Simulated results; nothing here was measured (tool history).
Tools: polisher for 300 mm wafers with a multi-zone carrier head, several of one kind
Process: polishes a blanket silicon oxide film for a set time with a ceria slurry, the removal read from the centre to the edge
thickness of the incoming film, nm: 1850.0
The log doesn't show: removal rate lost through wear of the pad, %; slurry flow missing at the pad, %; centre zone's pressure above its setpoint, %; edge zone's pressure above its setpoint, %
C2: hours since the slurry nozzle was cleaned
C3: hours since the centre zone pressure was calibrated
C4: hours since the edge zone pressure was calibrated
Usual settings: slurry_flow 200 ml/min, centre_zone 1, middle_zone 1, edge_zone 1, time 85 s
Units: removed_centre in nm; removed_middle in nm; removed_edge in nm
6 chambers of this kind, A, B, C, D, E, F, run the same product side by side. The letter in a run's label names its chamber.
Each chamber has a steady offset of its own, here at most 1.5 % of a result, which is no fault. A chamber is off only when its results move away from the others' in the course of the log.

{"run": "1F", "hour": 9.1, "slurry_flow": 200, "centre_zone": 1, "middle_zone": 1, "edge_zone": 1, "time": 85, "wafers polished on this pad": 1084, "C2": 320.5, "C3": 224.1, "C4": 1180.2, "removed_centre": 355.99, "removed_middle": 347.7, "removed_edge": 353.62}
{"hour": 12.1, "done": "chamber A: slurry nozzle cleaned"}
{"hour": 15.2, "done": "chamber E: slurry nozzle cleaned"}
{"hour": 15.4, "done": "chamber C: worn pad replaced by a new one"}
{"run": "2C", "hour": 17.9, "slurry_flow": 200, "centre_zone": 1, "middle_zone": 1, "edge_zone": 1, "time": 85, "wafers polished on this pad": 19, "C2": 210.1, "C3": 85, "C4": 360.9, "removed_centre": 356.12, "removed_middle": 350.95, "removed_edge": 352.52}
{"run": "3D", "hour": 28.1, "slurry_flow": 200, "centre_zone": 1, "middle_zone": 1, "edge_zone": 1, "time": 85, "wafers polished on this pad": 319, "C2": 554.5, "C3": 147.9, "C4": 395.1, "removed_centre": 343.66, "removed_middle": 345.16, "removed_edge": 350.97}
{"hour": 33.2, "done": "chamber F: worn pad replaced by a new one"}
{"run": "4E", "hour": 35.8, "slurry_flow": 200, "centre_zone": 1, "middle_zone": 1, "edge_zone": 1, "time": 85, "wafers polished on this pad": 420, "C2": 20.7, "C3": 356.2, "C4": 187.3, "removed_centre": 348.91, "removed_middle": 350.04, "removed_edge": 342.9}
{"run": "5A", "hour": 43.2, "slurry_flow": 200, "centre_zone": 1, "middle_zone": 1, "edge_zone": 1, "time": 85, "wafers polished on this pad": 918, "C2": 31.1, "C3": 54.5, "C4": 549.7, "removed_centre": 353.42, "removed_middle": 357.62, "removed_edge": 344.57}
{"run": "6B", "hour": 50.5, "slurry_flow": 200, "centre_zone": 1, "middle_zone": 1, "edge_zone": 1, "time": 85, "wafers polished on this pad": 918, "C2": 538.2, "C3": 111.7, "C4": 245.7, "removed_centre": 352.99, "removed_middle": 349.38, "removed_edge": 347.85}
{"run": "7C", "hour": 56.9, "slurry_flow": 200, "centre_zone": 1, "middle_zone": 1, "edge_zone": 1, "time": 85, "wafers polished on this pad": 319, "C2": 249.1, "C3": 124, "C4": 399.9, "removed_centre": 352.93, "removed_middle": 346.68, "removed_edge": 346.48}
{"hour": 59.6, "done": "chamber A: worn pad replaced by a new one"}
{"run": "8F", "hour": 61.7, "slurry_flow": 265, "centre_zone": 1, "middle_zone": 1, "edge_zone": 1, "time": 65, "wafers polished on this pad": 219, "C2": 373.1, "C3": 276.7, "C4": 1232.8, "removed_centre": 280.4, "removed_middle": 277.16, "removed_edge": 278.52}
{"hour": 72.3, "done": "chamber E: worn pad replaced by a new one"}
{"run": "9E", "hour": 72.6, "slurry_flow": 265, "centre_zone": 1, "middle_zone": 1, "edge_zone": 1, "time": 65, "wafers polished on this pad": 2, "C2": 57.5, "C3": 393, "C4": 224.1, "removed_centre": 280.8, "removed_middle": 277.36, "removed_edge": 278.22}
{"run": "10A", "hour": 80.3, "slurry_flow": 265, "centre_zone": 1, "middle_zone": 1, "edge_zone": 1, "time": 65, "wafers polished on this pad": 159, "C2": 68.2, "C3": 91.6, "C4": 586.8, "removed_centre": 282.22, "removed_middle": 282.69, "removed_edge": 276.39}
{"hour": 82.0, "done": "chamber D: worn pad replaced by a new one"}
{"hour": 82.0, "done": "chamber B: worn pad replaced by a new one"}
{"run": "11D", "hour": 86.8, "slurry_flow": 265, "centre_zone": 1, "middle_zone": 1, "edge_zone": 1, "time": 65, "wafers polished on this pad": 37, "C2": 613.2, "C3": 206.6, "C4": 453.8, "removed_centre": 283.43, "removed_middle": 272.53, "removed_edge": 276.46}
{"run": "12B", "hour": 96.0, "slurry_flow": 265, "centre_zone": 1, "middle_zone": 1, "edge_zone": 1, "time": 65, "wafers polished on this pad": 108, "C2": 583.7, "C3": 157.2, "C4": 291.2, "removed_centre": 280.76, "removed_middle": 273.75, "removed_edge": 275.46}
{"run": "13C", "hour": 105.7, "slurry_flow": 265, "centre_zone": 1, "middle_zone": 1, "edge_zone": 1, "time": 65, "wafers polished on this pad": 695, "C2": 297.9, "C3": 172.8, "C4": 448.7, "removed_centre": 280.17, "removed_middle": 277.72, "removed_edge": 276.49}
{"run": "14B", "hour": 115.1, "slurry_flow": 200, "centre_zone": 1, "middle_zone": 1, "edge_zone": 1, "time": 85, "wafers polished on this pad": 255, "C2": 602.8, "C3": 176.3, "C4": 310.3, "removed_centre": 354.38, "removed_middle": 343.34, "removed_edge": 350.51}
{"hour": 115.4, "done": "chamber B: slurry nozzle cleaned"}
{"run": "15D", "hour": 123.9, "slurry_flow": 200, "centre_zone": 1, "middle_zone": 1, "edge_zone": 1, "time": 85, "wafers polished on this pad": 323, "C2": 650.3, "C3": 243.7, "C4": 490.9, "removed_centre": 348.3, "removed_middle": 345.25, "removed_edge": 351.34}
{"run": "16E", "hour": 131.4, "slurry_flow": 200, "centre_zone": 1, "middle_zone": 1, "edge_zone": 1, "time": 85, "wafers polished on this pad": 454, "C2": 116.3, "C3": 451.8, "C4": 282.9, "removed_centre": 356.25, "removed_middle": 343.75, "removed_edge": 356.35}
{"run": "17F", "hour": 140.4, "slurry_flow": 200, "centre_zone": 1, "middle_zone": 1, "edge_zone": 1, "time": 85, "wafers polished on this pad": 824, "C2": 451.8, "C3": 355.4, "C4": 1311.5, "removed_centre": 352.51, "removed_middle": 357.32, "removed_edge": 350.64}
{"hour": 147.8, "done": "chamber E: worn pad replaced by a new one"}
{"run": "18A", "hour": 150.4, "slurry_flow": 200, "centre_zone": 1, "middle_zone": 1, "edge_zone": 1, "time": 85, "wafers polished on this pad": 698, "C2": 138.3, "C3": 161.7, "C4": 656.9, "removed_centre": 358.68, "removed_middle": 347.39, "removed_edge": 354.62}
{"run": "19B", "hour": 157.9, "slurry_flow": 200, "centre_zone": 1, "middle_zone": 1, "edge_zone": 1, "time": 85, "wafers polished on this pad": 584, "C2": 42.6, "C3": 219.1, "C4": 353.1, "removed_centre": 358.45, "removed_middle": 347.56, "removed_edge": 353.27}
{"hour": 162.4, "done": "chamber C: worn pad replaced by a new one"}
{"run": "20C", "hour": 165.4, "slurry_flow": 200, "centre_zone": 1, "middle_zone": 1, "edge_zone": 1, "time": 85, "wafers polished on this pad": 23, "C2": 357.6, "C3": 232.5, "C4": 508.4, "removed_centre": 348.31, "removed_middle": 347.82, "removed_edge": 354.94}
{"run": "21E", "hour": 171.4, "slurry_flow": 200, "centre_zone": 0.91, "middle_zone": 1, "edge_zone": 1, "time": 57, "wafers polished on this pad": 181, "C2": 156.3, "C3": 491.8, "C4": 322.9, "removed_centre": 213.12, "removed_middle": 239.48, "removed_edge": 238.23}
{"hour": 178.7, "done": "chamber D: slurry nozzle cleaned"}
{"run": "22A", "hour": 179.6, "slurry_flow": 200, "centre_zone": 0.91, "middle_zone": 1, "edge_zone": 1, "time": 57, "wafers polished on this pad": 923, "C2": 167.5, "C3": 190.9, "C4": 686.1, "removed_centre": 212.41, "removed_middle": 235.67, "removed_edge": 239.08}
{"hour": 184.6, "done": "chamber D: worn pad replaced by a new one"}
{"run": "23F", "hour": 186.0, "slurry_flow": 200, "centre_zone": 0.91, "middle_zone": 1, "edge_zone": 1, "time": 57, "wafers polished on this pad": 1175, "C2": 497.4, "C3": 401, "C4": 1357.1, "removed_centre": 215.66, "removed_middle": 239.11, "removed_edge": 238.56}
{"run": "24D", "hour": 193.1, "slurry_flow": 200, "centre_zone": 0.91, "middle_zone": 1, "edge_zone": 1, "time": 57, "wafers polished on this pad": 65, "C2": 14.5, "C3": 312.9, "C4": 560.1, "removed_centre": 216.3, "removed_middle": 233.35, "removed_edge": 236.3}
{"hour": 194.9, "done": "chamber F: worn pad replaced by a new one"}
{"run": "25D", "hour": 201.4, "slurry_flow": 200, "centre_zone": 0.91, "middle_zone": 1, "edge_zone": 1, "time": 57, "wafers polished on this pad": 129, "C2": 22.8, "C3": 321.2, "C4": 568.4, "removed_centre": 214.51, "removed_middle": 235.62, "removed_edge": 237.14}
{"run": "26B", "hour": 209.0, "slurry_flow": 200, "centre_zone": 0.91, "middle_zone": 1, "edge_zone": 1, "time": 57, "wafers polished on this pad": 977, "C2": 93.7, "C3": 270.2, "C4": 404.2, "removed_centre": 212.92, "removed_middle": 233.17, "removed_edge": 233.71}
{"hour": 211.6, "done": "chamber A: worn pad replaced by a new one"}
{"run": "27E", "hour": 216.7, "slurry_flow": 200, "centre_zone": 1, "middle_zone": 1, "edge_zone": 1, "time": 85, "wafers polished on this pad": 530, "C2": 201.6, "C3": 537.1, "C4": 368.2, "removed_centre": 349.62, "removed_middle": 350.78, "removed_edge": 351.48}
{"run": "28C", "hour": 221.7, "slurry_flow": 200, "centre_zone": 0.95, "middle_zone": 1, "edge_zone": 1, "time": 85, "wafers polished on this pad": 456, "C2": 413.9, "C3": 288.8, "C4": 564.7, "removed_centre": 331.19, "removed_middle": 354.36, "removed_edge": 353.13}
{"run": "29F", "hour": 230.4, "slurry_flow": 200, "centre_zone": 0.95, "middle_zone": 1, "edge_zone": 1, "time": 85, "wafers polished on this pad": 273, "C2": 541.8, "C3": 445.4, "C4": 1401.5, "removed_centre": 333.57, "removed_middle": 348.79, "removed_edge": 343.82}
{"hour": 237.0, "done": "chamber E: worn pad replaced by a new one"}
{"run": "30A", "hour": 237.9, "slurry_flow": 200, "centre_zone": 0.95, "middle_zone": 1, "edge_zone": 1, "time": 85, "wafers polished on this pad": 202, "C2": 225.8, "C3": 249.2, "C4": 744.4, "removed_centre": 334.35, "removed_middle": 347.25, "removed_edge": 352.42}
{"hour": 247.9, "done": "chamber B: worn pad replaced by a new one"}
{"run": "31F", "hour": 247.9, "slurry_flow": 200, "centre_zone": 0.95, "middle_zone": 1, "edge_zone": 1, "time": 85, "wafers polished on this pad": 407, "C2": 559.3, "C3": 462.9, "C4": 1419, "removed_centre": 333.59, "removed_middle": 356.72, "removed_edge": 353.45}
{"run": "32B", "hour": 257.2, "slurry_flow": 200, "centre_zone": 0.95, "middle_zone": 1, "edge_zone": 1, "time": 85, "wafers polished on this pad": 72, "C2": 141.9, "C3": 318.4, "C4": 452.4, "removed_centre": 329.19, "removed_middle": 347.34, "removed_edge": 348.22}
{"run": "33C", "hour": 263.9, "slurry_flow": 200, "centre_zone": 0.95, "middle_zone": 1, "edge_zone": 1, "time": 85, "wafers polished on this pad": 781, "C2": 456.1, "C3": 331, "C4": 606.9, "removed_centre": 331.06, "removed_middle": 350.58, "removed_edge": 352.93}
{"hour": 270.3, "done": "chamber C: slurry nozzle cleaned"}
{"run": "34E", "hour": 272.5, "slurry_flow": 200, "centre_zone": 1, "middle_zone": 1, "edge_zone": 1, "time": 85, "wafers polished on this pad": 273, "C2": 257.4, "C3": 592.9, "C4": 424, "removed_centre": 345.34, "removed_middle": 345.83, "removed_edge": 355.21}
{"run": "35D", "hour": 281.8, "slurry_flow": 200, "centre_zone": 1, "middle_zone": 1, "edge_zone": 1, "time": 85, "wafers polished on this pad": 747, "C2": 103.2, "C3": 401.6, "C4": 648.8, "removed_centre": 349.64, "removed_middle": 345.63, "removed_edge": 354.03}
{"run": "36A", "hour": 289.7, "slurry_flow": 200, "centre_zone": 1, "middle_zone": 1, "edge_zone": 1, "time": 85, "wafers polished on this pad": 600, "C2": 277.6, "C3": 301, "C4": 796.2, "removed_centre": 354.11, "removed_middle": 352.09, "removed_edge": 347.34}
{"hour": 297.5, "done": "chamber D: worn pad replaced by a new one"}
{"hour": 297.9, "done": "chamber F: edge zone pressure recalibrated"}
{"hour": 298.0, "done": "chamber F: slurry nozzle cleaned"}
{"run": "37D", "hour": 298.3, "slurry_flow": 200, "centre_zone": 1, "middle_zone": 1, "edge_zone": 1, "time": 85, "wafers polished on this pad": 6, "C2": 119.7, "C3": 418.1, "C4": 665.3, "removed_centre": 352.05, "removed_middle": 356.55, "removed_edge": 355.17}
{"run": "38C", "hour": 306.1, "slurry_flow": 200, "centre_zone": 1, "middle_zone": 1, "edge_zone": 1, "time": 85, "wafers polished on this pad": 1105, "C2": 35.8, "C3": 373.2, "C4": 649.1, "removed_centre": 348.65, "removed_middle": 349.92, "removed_edge": 348.5}
{"run": "39A", "hour": 313.4, "slurry_flow": 200, "centre_zone": 1, "middle_zone": 1, "edge_zone": 1, "time": 85, "wafers polished on this pad": 783, "C2": 301.3, "C3": 324.7, "C4": 819.9, "removed_centre": 352.07, "removed_middle": 358.02, "removed_edge": 351.38}
{"hour": 315.2, "done": "chamber E: worn pad replaced by a new one"}
{"hour": 315.5, "done": "chamber E: edge zone pressure recalibrated"}
{"run": "40E", "hour": 322.9, "slurry_flow": 200, "centre_zone": 1, "middle_zone": 1, "edge_zone": 1, "time": 85, "wafers polished on this pad": 59, "C2": 307.8, "C3": 643.3, "C4": 7.4, "removed_centre": 350.19, "removed_middle": 348.32, "removed_edge": 354.6}
{"run": "41F", "hour": 331.0, "slurry_flow": 200, "centre_zone": 1, "middle_zone": 1, "edge_zone": 1, "time": 85, "wafers polished on this pad": 1046, "C2": 33.1, "C3": 546, "C4": 33.1, "removed_centre": 353.55, "removed_middle": 354.7, "removed_edge": 353.76}
{"hour": 333.2, "done": "chamber A: worn pad replaced by a new one"}
{"run": "42B", "hour": 338.7, "slurry_flow": 200, "centre_zone": 1, "middle_zone": 1, "edge_zone": 1, "time": 85, "wafers polished on this pad": 698, "C2": 223.4, "C3": 399.9, "C4": 533.9, "removed_centre": 348.97, "removed_middle": 343.91, "removed_edge": 352.3}
{"run": "43E", "hour": 347.0, "slurry_flow": 200, "centre_zone": 1, "middle_zone": 1, "edge_zone": 1, "time": 85, "wafers polished on this pad": 245, "C2": 331.9, "C3": 667.4, "C4": 31.5, "removed_centre": 356.32, "removed_middle": 347.65, "removed_edge": 352.25}
{"run": "44A", "hour": 354.3, "slurry_flow": 230, "centre_zone": 1, "middle_zone": 1.08, "edge_zone": 1, "time": 85, "wafers polished on this pad": 162, "C2": 342.2, "C3": 365.6, "C4": 860.8, "removed_centre": 360.44, "removed_middle": 375.88, "removed_edge": 354.11}

What goes on in this fleet: one chamber off, a drifting gauge, or nothing beyond the chambers' own small offsets? Name the chamber and the cause, if any.

No chamber stands off beyond its own small offset, and the gauge holds steady.
